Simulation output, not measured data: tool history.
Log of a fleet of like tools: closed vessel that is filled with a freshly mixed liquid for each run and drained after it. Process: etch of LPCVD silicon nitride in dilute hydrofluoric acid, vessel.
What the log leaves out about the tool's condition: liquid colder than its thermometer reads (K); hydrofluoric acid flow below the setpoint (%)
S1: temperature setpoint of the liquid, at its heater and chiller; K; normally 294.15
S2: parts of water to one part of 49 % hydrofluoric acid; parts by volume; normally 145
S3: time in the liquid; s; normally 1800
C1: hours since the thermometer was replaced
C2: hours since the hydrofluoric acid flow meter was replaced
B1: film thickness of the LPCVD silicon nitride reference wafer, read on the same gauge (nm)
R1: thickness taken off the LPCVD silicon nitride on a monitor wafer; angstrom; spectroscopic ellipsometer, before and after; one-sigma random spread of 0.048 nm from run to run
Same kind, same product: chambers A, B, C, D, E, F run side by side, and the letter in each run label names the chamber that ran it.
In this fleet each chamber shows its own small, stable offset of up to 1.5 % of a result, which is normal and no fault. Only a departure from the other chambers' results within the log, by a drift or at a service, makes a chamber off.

{"run": "1B", "hour": 13.5, "S1": 294.15, "S2": 145, "S3": 1800, "C1": 1066.5, "C2": 155.6, "B1": 50.002, "R1": 48.911}
{"run": "2C", "hour": 21.7, "S1": 294.15, "S2": 145, "S3": 1800, "C1": 2216.6, "C2": 200, "B1": 49.998, "R1": 49.393}
{"run": "3A", "hour": 33.2, "S1": 294.15, "S2": 145, "S3": 1800, "C1": 670.2, "C2": 583.7, "B1": 49.996, "R1": 48.982}
{"run": "4E", "hour": 42.3, "S1": 294.15, "S2": 145, "S3": 1800, "C1": 1600.5, "C2": 564.9, "B1": 49.993, "R1": 49.558}
{"run": "5F", "hour": 49.0, "S1": 294.15, "S2": 145, "S3": 1800, "C1": 616.6, "C2": 1436.9, "B1": 49.99, "R1": 48.539}
{"run": "6D", "hour": 57.8, "S1": 294.15, "S2": 145, "S3": 1800, "C1": 830.3, "C2": 731, "B1": 49.976, "R1": 49.917}
{"hour": 59.3, "done": "chamber E: hydrofluoric acid flow meter replaced"}
{"run": "7B", "hour": 65.5, "S1": 294.15, "S2": 145, "S3": 1800, "C1": 1118.5, "C2": 207.6, "B1": 50.021, "R1": 48.505}
{"run": "8D", "hour": 77.7, "S1": 294.15, "S2": 145, "S3": 1800, "C1": 850.2, "C2": 750.9, "B1": 50.004, "R1": 49.564}
{"run": "9E", "hour": 89.6, "S1": 294.15, "S2": 145, "S3": 1800, "C1": 1647.8, "C2": 30.4, "B1": 50.021, "R1": 48.849}
{"run": "10A", "hour": 99.1, "S1": 294.15, "S2": 145, "S3": 1800, "C1": 736.1, "C2": 649.6, "B1": 50.035, "R1": 49.795}
{"run": "11F", "hour": 110.6, "S1": 294.15, "S2": 145, "S3": 1800, "C1": 678.2, "C2": 1498.5, "B1": 50.014, "R1": 48.694}
{"run": "12C", "hour": 123.7, "S1": 294.15, "S2": 145, "S3": 1800, "C1": 2318.6, "C2": 302, "B1": 50.013, "R1": 49.348}
{"run": "13B", "hour": 130.6, "S1": 294.15, "S2": 145, "S3": 2720, "C1": 1183.6, "C2": 272.7, "B1": 49.981, "R1": 73.271}
{"run": "14E", "hour": 137.6, "S1": 294.15, "S2": 145, "S3": 2720, "C1": 1695.8, "C2": 78.4, "B1": 50.025, "R1": 72.882}
{"run": "15A", "hour": 146.6, "S1": 294.15, "S2": 145, "S3": 2720, "C1": 783.6, "C2": 697.1, "B1": 50, "R1": 75.944}
{"run": "16C", "hour": 153.8, "S1": 294.15, "S2": 145, "S3": 2720, "C1": 2348.7, "C2": 332.1, "B1": 49.997, "R1": 73.692}
{"hour": 160.1, "done": "chamber F: hydrofluoric acid flow meter replaced"}
{"run": "17D", "hour": 163.4, "S1": 294.15, "S2": 145, "S3": 2720, "C1": 935.9, "C2": 836.6, "B1": 50.015, "R1": 75.414}
{"hour": 169.2, "done": "chamber F: thermometer replaced"}
{"run": "18F", "hour": 174.2, "S1": 294.15, "S2": 145, "S3": 2720, "C1": 5.1, "C2": 14.2, "B1": 49.975, "R1": 74.916}
{"run": "19F", "hour": 186.5, "S1": 294.15, "S2": 145, "S3": 1800, "C1": 17.4, "C2": 26.5, "B1": 49.982, "R1": 49.065}
{"run": "20E", "hour": 193.7, "S1": 294.15, "S2": 145, "S3": 1800, "C1": 1751.9, "C2": 134.5, "B1": 49.977, "R1": 49.543}
{"run": "21D", "hour": 202.8, "S1": 294.15, "S2": 145, "S3": 1800, "C1": 975.3, "C2": 876, "B1": 49.992, "R1": 49.725}
{"run": "22C", "hour": 210.3, "S1": 290.15, "S2": 145, "S3": 930, "C1": 2405.2, "C2": 388.6, "B1": 49.985, "R1": 19.549}
{"run": "23A", "hour": 224.4, "S1": 290.15, "S2": 145, "S3": 930, "C1": 861.4, "C2": 774.9, "B1": 49.997, "R1": 18.96}
{"run": "24B", "hour": 231.9, "S1": 290.15, "S2": 145, "S3": 930, "C1": 1284.9, "C2": 374, "B1": 49.963, "R1": 19.374}
{"hour": 232.3, "done": "chamber E: thermometer replaced"}
{"run": "25F", "hour": 239.3, "S1": 290.15, "S2": 145, "S3": 930, "C1": 70.2, "C2": 79.3, "B1": 50.002, "R1": 18.988}
{"run": "26E", "hour": 250.5, "S1": 290.15, "S2": 145, "S3": 930, "C1": 18.3, "C2": 191.3, "B1": 49.997, "R1": 19.523}
{"run": "27D", "hour": 261.5, "S1": 290.15, "S2": 145, "S3": 930, "C1": 1034, "C2": 934.7, "B1": 49.97, "R1": 19.443}
{"run": "28A", "hour": 275.8, "S1": 294.15, "S2": 145, "S3": 1800, "C1": 912.8, "C2": 826.3, "B1": 50.034, "R1": 47.775}
{"run": "29C", "hour": 285.5, "S1": 294.15, "S2": 145, "S3": 1800, "C1": 2480.4, "C2": 463.8, "B1": 49.972, "R1": 49.159}
{"run": "30B", "hour": 295.6, "S1": 294.15, "S2": 145, "S3": 1800, "C1": 1348.6, "C2": 437.7, "B1": 50.01, "R1": 49.307}
{"run": "31C", "hour": 302.1, "S1": 294.15, "S2": 145, "S3": 1800, "C1": 2497, "C2": 480.4, "B1": 49.957, "R1": 48.831}
{"run": "32D", "hour": 310.5, "S1": 294.15, "S2": 145, "S3": 1800, "C1": 1083, "C2": 983.7, "B1": 49.974, "R1": 49.498}
{"run": "33B", "hour": 321.9, "S1": 295.65, "S2": 145, "S3": 925, "C1": 1374.9, "C2": 464, "B1": 50.009, "R1": 27.905}
{"run": "34F", "hour": 329.3, "S1": 295.65, "S2": 145, "S3": 925, "C1": 160.2, "C2": 169.3, "B1": 50.014, "R1": 28.032}
{"run": "35E", "hour": 337.7, "S1": 295.65, "S2": 145, "S3": 925, "C1": 105.5, "C2": 278.5, "B1": 50.017, "R1": 28.131}
{"run": "36A", "hour": 344.6, "S1": 295.65, "S2": 145, "S3": 925, "C1": 981.6, "C2": 895.1, "B1": 49.999, "R1": 25.769}
{"run": "37F", "hour": 353.2, "S1": 295.65, "S2": 145, "S3": 925, "C1": 184.1, "C2": 193.2, "B1": 50.015, "R1": 27.642}
{"run": "38E", "hour": 365.0, "S1": 295.65, "S2": 145, "S3": 925, "C1": 132.8, "C2": 305.8, "B1": 49.994, "R1": 27.953}
{"run": "39D", "hour": 375.5, "S1": 294.15, "S2": 145, "S3": 1800, "C1": 1148, "C2": 1048.7, "B1": 50.006, "R1": 49.778}
{"run": "40A", "hour": 384.0, "S1": 294.15, "S2": 145, "S3": 1800, "C1": 1021, "C2": 934.5, "B1": 50.003, "R1": 44.995}
{"hour": 395.1, "done": "chamber B: thermometer replaced"}
{"run": "41B", "hour": 397.0, "S1": 294.15, "S2": 145, "S3": 1800, "C1": 2, "C2": 539.1, "B1": 49.977, "R1": 48.815}
{"run": "42C", "hour": 405.6, "S1": 294.15, "S2": 145, "S3": 1800, "C1": 2600.5, "C2": 583.9, "B1": 49.968, "R1": 49.598}

One chamber off, gauge drift, or nothing amiss beyond the chambers' own small offsets? If it is a chamber, which one, and what is the likeliest cause?

Chamber A drifts away from the others.
What lies behind it: liquid colder than its thermometer reads (K) = 1.85.
It could be hard to tell apart here from: hydrofluoric acid flow below the setpoint (%).

Below are 4 candidate recipes for chamber A's next run, each the usual settings with a change, their results shown as question marks. Which of them brings A's results back in line with what the other chambers give on the usual settings?
In-line tolerance around the mean of the other chambers on the usual settings: R1 1.7 angstrom
{"run": "43A-1", "hour": 415.8, "S1": 294.15, "S2": 145, "S3": 2200, "R1": "?"}
{"run": "43A-2", "hour": 415.8, "S1": 294.15, "S2": 145, "S3": 1595, "R1": "?"}
{"run": "43A-3", "hour": 415.8, "S1": 294.65, "S2": 140, "S3": 1905, "R1": "?"}
{"run": "43A-4", "hour": 415.8, "S1": 294.15, "S2": 145, "S3": 1475, "R1": "?"}

What the other chambers average on the usual settings: R1 49.204 angstrom
run=43A-1 R1=53.296
run=43A-2 R1=38.64
run=43A-3 R1=49.378
run=43A-4 R1=35.733
It is 43A-3 that realigns the chamber with its peers.
